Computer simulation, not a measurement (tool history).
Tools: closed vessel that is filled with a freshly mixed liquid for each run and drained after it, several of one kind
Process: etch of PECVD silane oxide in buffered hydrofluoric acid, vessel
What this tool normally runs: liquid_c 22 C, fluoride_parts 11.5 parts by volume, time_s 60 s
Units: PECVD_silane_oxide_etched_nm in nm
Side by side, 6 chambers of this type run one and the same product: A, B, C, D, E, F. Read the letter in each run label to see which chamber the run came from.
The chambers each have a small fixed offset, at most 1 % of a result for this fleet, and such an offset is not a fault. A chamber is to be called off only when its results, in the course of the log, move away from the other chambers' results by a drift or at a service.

run	hour	liquid_c	fluoride_parts	time_s	hours since the thermometer was replaced	hours since the hydrofluoric acid flow meter was replaced	read-back film thickness of the PECVD silane oxide reference wafer, read on the same gauge (nm)	PECVD_silane_oxide_etched_nm
1D	9.8	22	11.5	60	462.8	976.8	150.04	90.266
2A	25.7	22	11.5	60	411.1	644.4	150.03	88.48
3B	37.2	22	11.5	60	584.3	199.2	150.01	91.488
4F	50.8	22	11.5	60	395.3	496.4	150.03	90.669
5E	65.9	22	11.5	60	1797.1	1604.9	150	90.965
6C	74.8	22	11.5	60	1198.2	280.5	149.98	92.225
7A	88	22	11.5	60	473.4	706.7	149.99	90.096
8C	96.4	22	11.5	60	1219.8	302.1	149.98	91.531
9B	106.7	22	11.5	60	653.8	268.7	149.99	92.609
10D	117.8	22	11.5	60	570.8	1084.8	150	90.329
11F	127.1	22	11.5	60	471.6	572.7	150.02	91.423
12E	142.8	26.5	8.5	60	1874	1681.8	150.02	153.3
13B	157.7	26.5	8.5	60	704.8	319.7	150.02	152.93
14A	173.5	26.5	8.5	60	558.9	792.2	149.98	150.51
15F	187.1	26.5	8.5	60	531.6	632.7	149.99	149.97
# hour 188.6: chamber D: thermometer replaced
16D	202	26.5	8.5	60	13.4	1169	150	150.95
17C	210.4	26.5	8.5	60	1333.8	416.1	150.02	150.85
# hour 216.5: chamber C: hydrofluoric acid flow meter replaced
18E	219.6	22	11.5	60	1950.8	1758.6	149.97	92.041
19E	227.3	22	11.5	60	1958.5	1766.3	149.99	91.187
20C	235.8	22	11.5	60	1359.2	19.3	149.96	91.511
# hour 237.9: chamber C: thermometer replaced
21A	245.1	22	11.5	60	630.5	863.8	150.03	90.609
# hour 249.4: chamber F: thermometer replaced
22D	259.7	26.5	11.5	70	71.1	1226.7	150	137.57
23B	275.9	26.5	11.5	70	823	437.9	150.01	136.97
24F	291.8	26.5	11.5	70	42.5	737.4	150.02	135.16
25D	300.1	26.5	11.5	70	111.5	1267.1	149.99	135.48
# hour 301: chamber B: thermometer replaced
26C	314.7	26.5	11.5	70	76.9	98.2	150.05	134.74
27A	322.7	26.5	11.5	70	708.1	941.4	149.97	135.57
28E	330.3	22	11.5	60	2061.5	1869.3	150.01	91.198
29B	346.2	22	11.5	60	45.3	508.2	149.98	90.289
30F	359.5	22	11.5	60	110.2	805.1	150	90.672
31A	367.6	22	11.5	60	753	986.3	150.01	90.935
32D	374.9	22	11.5	60	186.3	1341.9	150.01	89.836
33C	386.8	22	11.5	60	149	170.3	149.99	91.241
34B	396.5	22	11.5	60	95.6	558.5	149.99	90.944
35E	412.5	22	11.5	60	2143.7	1951.5	149.99	91.28
36F	424.9	22	11.5	60	175.6	870.5	150.03	90.609
37E	439.3	22	11.5	60	2170.5	1978.3	149.93	90.618
38F	455.7	22	11.5	60	206.4	901.3	150.01	91.327
39C	467.4	22	11.5	60	229.6	250.9	150.01	89.739

Predict what each chamber gives when all 6 of them run the settings below next.
40A	479.4	22	11.5	60				?
40B	479.4	22	11.5	60				?
40C	479.4	22	11.5	60				?
40D	479.4	22	11.5	60				?
40E	479.4	22	11.5	60				?
40F	479.4	22	11.5	60				?

run	PECVD_silane_oxide_etched_nm
40A	90.701
40B	91.575
40C	89.817
40D	90.315
40E	91.033
40F	90.794
